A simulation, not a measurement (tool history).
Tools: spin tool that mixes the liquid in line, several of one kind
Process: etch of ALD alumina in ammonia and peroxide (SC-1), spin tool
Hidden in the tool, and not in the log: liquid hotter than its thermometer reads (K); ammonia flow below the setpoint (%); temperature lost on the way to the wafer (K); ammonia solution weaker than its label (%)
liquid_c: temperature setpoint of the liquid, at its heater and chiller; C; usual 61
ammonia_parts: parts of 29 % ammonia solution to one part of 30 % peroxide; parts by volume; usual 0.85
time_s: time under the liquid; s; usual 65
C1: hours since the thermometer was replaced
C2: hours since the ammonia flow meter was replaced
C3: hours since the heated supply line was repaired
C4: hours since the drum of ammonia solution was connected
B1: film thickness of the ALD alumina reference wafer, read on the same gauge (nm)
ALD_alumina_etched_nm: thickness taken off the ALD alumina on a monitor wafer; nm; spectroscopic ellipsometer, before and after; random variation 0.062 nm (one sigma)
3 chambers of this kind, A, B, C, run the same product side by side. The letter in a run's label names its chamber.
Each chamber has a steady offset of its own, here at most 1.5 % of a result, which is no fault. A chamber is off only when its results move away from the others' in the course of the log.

Run 1A, hour 5.4: usual settings; C1 1140.3; C2 1807.9; C3 327.7; C4 416.4; B1 109.99. Result: ALD_alumina_etched_nm 7.8173 nm.
Run 2B, hour 12.3: usual settings; C1 2095.9; C2 419.7; C3 3054.2; C4 366.3; B1 109.96. Result: ALD_alumina_etched_nm 7.7464 nm.
Run 3C, hour 19.7: usual settings; C1 20.7; C2 1787.2; C3 136.2; C4 206.6; B1 110. Result: ALD_alumina_etched_nm 7.8383 nm.
Run 4A, hour 23.5: usual settings; C1 1158.4; C2 1826; C3 345.8; C4 434.5; B1 110. Result: ALD_alumina_etched_nm 7.7492 nm.
Run 5C, hour 27.2: usual settings; C1 28.2; C2 1794.7; C3 143.7; C4 214.1; B1 110.01. Result: ALD_alumina_etched_nm 7.8304 nm.
Run 6B, hour 32.7: usual settings; C1 2116.3; C2 440.1; C3 3074.6; C4 386.7; B1 109.97. Result: ALD_alumina_etched_nm 7.746 nm.
Run 7A, hour 40: usual settings but ammonia_parts 1.15 parts by volume; C1 1174.9; C2 1842.5; C3 362.3; C4 451; B1 110.07. Result: ALD_alumina_etched_nm 8.0586 nm.
Run 8C, hour 45: usual settings but ammonia_parts 1.15 parts by volume; C1 46; C2 1812.5; C3 161.5; C4 231.9; B1 109.97. Result: ALD_alumina_etched_nm 8.1931 nm.
Run 9B, hour 49.8: usual settings but ammonia_parts 1.15 parts by volume; C1 2133.4; C2 457.2; C3 3091.7; C4 403.8; B1 109.98. Result: ALD_alumina_etched_nm 7.9985 nm.
Run 10C, hour 57.3: usual settings; C1 58.3; C2 1824.8; C3 173.8; C4 244.2; B1 110.01. Result: ALD_alumina_etched_nm 8.0179 nm.
Run 11B, hour 63.4: usual settings; C1 2147; C2 470.8; C3 3105.3; C4 417.4; B1 110.01. Result: ALD_alumina_etched_nm 7.7679 nm.
Run 12A, hour 70.3: usual settings; C1 1205.2; C2 1872.8; C3 392.6; C4 481.3; B1 110.04. Result: ALD_alumina_etched_nm 7.8162 nm.
Run 13A, hour 74.9: usual settings; C1 1209.8; C2 1877.4; C3 397.2; C4 485.9; B1 110. Result: ALD_alumina_etched_nm 7.799 nm.
Run 14C, hour 82.2: usual settings; C1 83.2; C2 1849.7; C3 198.7; C4 269.1; B1 109.98. Result: ALD_alumina_etched_nm 7.9068 nm.
Run 15B, hour 87.5: usual settings; C1 2171.1; C2 494.9; C3 3129.4; C4 441.5; B1 110.04. Result: ALD_alumina_etched_nm 7.7822 nm.
Run 16B, hour 93.2: usual settings but liquid_c 56 C, ammonia_parts 0.5 parts by volume; C1 2176.8; C2 500.6; C3 3135.1; C4 447.2; B1 109.94. Result: ALD_alumina_etched_nm 5.7612 nm.
Run 17C, hour 101.2: usual settings but liquid_c 56 C, ammonia_parts 0.5 parts by volume; C1 102.2; C2 1868.7; C3 217.7; C4 288.1; B1 109.94. Result: ALD_alumina_etched_nm 5.7217 nm.
Run 18A, hour 106: usual settings but liquid_c 56 C, ammonia_parts 0.5 parts by volume; C1 1240.9; C2 1908.5; C3 428.3; C4 517; B1 109.98. Result: ALD_alumina_etched_nm 5.737 nm.
Run 19B, hour 111.2: usual settings; C1 2194.8; C2 518.6; C3 3153.1; C4 465.2; B1 109.99. Result: ALD_alumina_etched_nm 7.7922 nm.
Run 20C, hour 118: usual settings; C1 119; C2 1885.5; C3 234.5; C4 304.9; B1 110.02. Result: ALD_alumina_etched_nm 8.0067 nm.
Run 21A, hour 123.3: usual settings but liquid_c 69 C; C1 1258.2; C2 1925.8; C3 445.6; C4 534.3; B1 110.01. Result: ALD_alumina_etched_nm 11.534 nm.
Run 22A, hour 127.9: usual settings but liquid_c 69 C; C1 1262.8; C2 1930.4; C3 450.2; C4 538.9; B1 110.03. Result: ALD_alumina_etched_nm 11.567 nm.
Run 23C, hour 135.8: usual settings but liquid_c 69 C; C1 136.8; C2 1903.3; C3 252.3; C4 322.7; B1 109.96. Result: ALD_alumina_etched_nm 11.725 nm.
Run 24B, hour 141.6: usual settings; C1 2225.2; C2 549; C3 3183.5; C4 495.6; B1 109.93. Result: ALD_alumina_etched_nm 7.8988 nm.
Run 25A, hour 148.8: usual settings; C1 1283.7; C2 1951.3; C3 471.1; C4 559.8; B1 109.95. Result: ALD_alumina_etched_nm 7.5842 nm.
Run 26B, hour 155.9: usual settings but time_s 40 s; C1 2239.5; C2 563.3; C3 3197.8; C4 509.9; B1 110.01. Result: ALD_alumina_etched_nm 4.793 nm.
Run 27C, hour 162.7: usual settings but time_s 40 s; C1 163.7; C2 1930.2; C3 279.2; C4 349.6; B1 110. Result: ALD_alumina_etched_nm 4.9244 nm.
Run 28B, hour 169.3: usual settings but time_s 40 s; C1 2252.9; C2 576.7; C3 3211.2; C4 523.3; B1 109.93. Result: ALD_alumina_etched_nm 4.813 nm.
Run 29C, hour 175.6: usual settings; C1 176.6; C2 1943.1; C3 292.1; C4 362.5; B1 110. Result: ALD_alumina_etched_nm 7.8296 nm.
Run 30A, hour 183.5: usual settings; C1 1318.4; C2 1986; C3 505.8; C4 594.5; B1 109.99. Result: ALD_alumina_etched_nm 7.5509 nm.
Run 31A, hour 191.4: usual settings; C1 1326.3; C2 1993.9; C3 513.7; C4 602.4; B1 110. Result: ALD_alumina_etched_nm 7.495 nm.
Run 32B, hour 196.1: usual settings; C1 2279.7; C2 603.5; C3 3238; C4 550.1; B1 109.97. Result: ALD_alumina_etched_nm 7.8382 nm.
Run 33C, hour 201: usual settings; C1 202; C2 1968.5; C3 317.5; C4 387.9; B1 109.99. Result: ALD_alumina_etched_nm 7.8423 nm.
Run 34C, hour 206.7: usual settings; C1 207.7; C2 1974.2; C3 323.2; C4 393.6; B1 110. Result: ALD_alumina_etched_nm 7.87 nm.
Run 35B, hour 214.3: usual settings; C1 2297.9; C2 621.7; C3 3256.2; C4 568.3; B1 109.99. Result: ALD_alumina_etched_nm 7.7342 nm.
Run 36A, hour 220.6: usual settings; C1 1355.5; C2 2023.1; C3 542.9; C4 631.6; B1 110. Result: ALD_alumina_etched_nm 7.5003 nm.
Run 37B, hour 225.8: usual settings; C1 2309.4; C2 633.2; C3 3267.7; C4 579.8; B1 109.99. Result: ALD_alumina_etched_nm 7.9536 nm.
Run 38A, hour 233.4: usual settings; C1 1368.3; C2 2035.9; C3 555.7; C4 644.4; B1 110.03. Result: ALD_alumina_etched_nm 7.4818 nm.
Run 39C, hour 239.7: usual settings; C1 240.7; C2 2007.2; C3 356.2; C4 426.6; B1 110.04. Result: ALD_alumina_etched_nm 7.9055 nm.
Run 40C, hour 247.8: usual settings; C1 248.8; C2 2015.3; C3 364.3; C4 434.7; B1 110. Result: ALD_alumina_etched_nm 7.8176 nm.
Run 41A, hour 256: usual settings; C1 1390.9; C2 2058.5; C3 578.3; C4 667; B1 110. Result: ALD_alumina_etched_nm 7.3341 nm.
Run 42B, hour 262.6: usual settings; C1 2346.2; C2 670; C3 3304.5; C4 616.6; B1 110.04. Result: ALD_alumina_etched_nm 7.8131 nm.
At hour 263.5: chamber A: thermometer replaced.
Run 43C, hour 268.5: usual settings; C1 269.5; C2 2036; C3 385; C4 455.4; B1 109.97. Result: ALD_alumina_etched_nm 7.9019 nm.
Run 44A, hour 275.4: usual settings; C1 12; C2 2077.9; C3 597.7; C4 686.4; B1 110.01. Result: ALD_alumina_etched_nm 7.2859 nm.

All 3 chambers run these settings next. Forecast each chamber's results:
Run 45A, hour 281.4: usual settings. Result: ALD_alumina_etched_nm ?.
Run 45B, hour 281.4: usual settings. Result: ALD_alumina_etched_nm ?.
Run 45C, hour 281.4: usual settings. Result: ALD_alumina_etched_nm ?.

run  ALD_alumina_etched_nm
45A                 7.1665
45B                 7.8481
45C                 7.7409
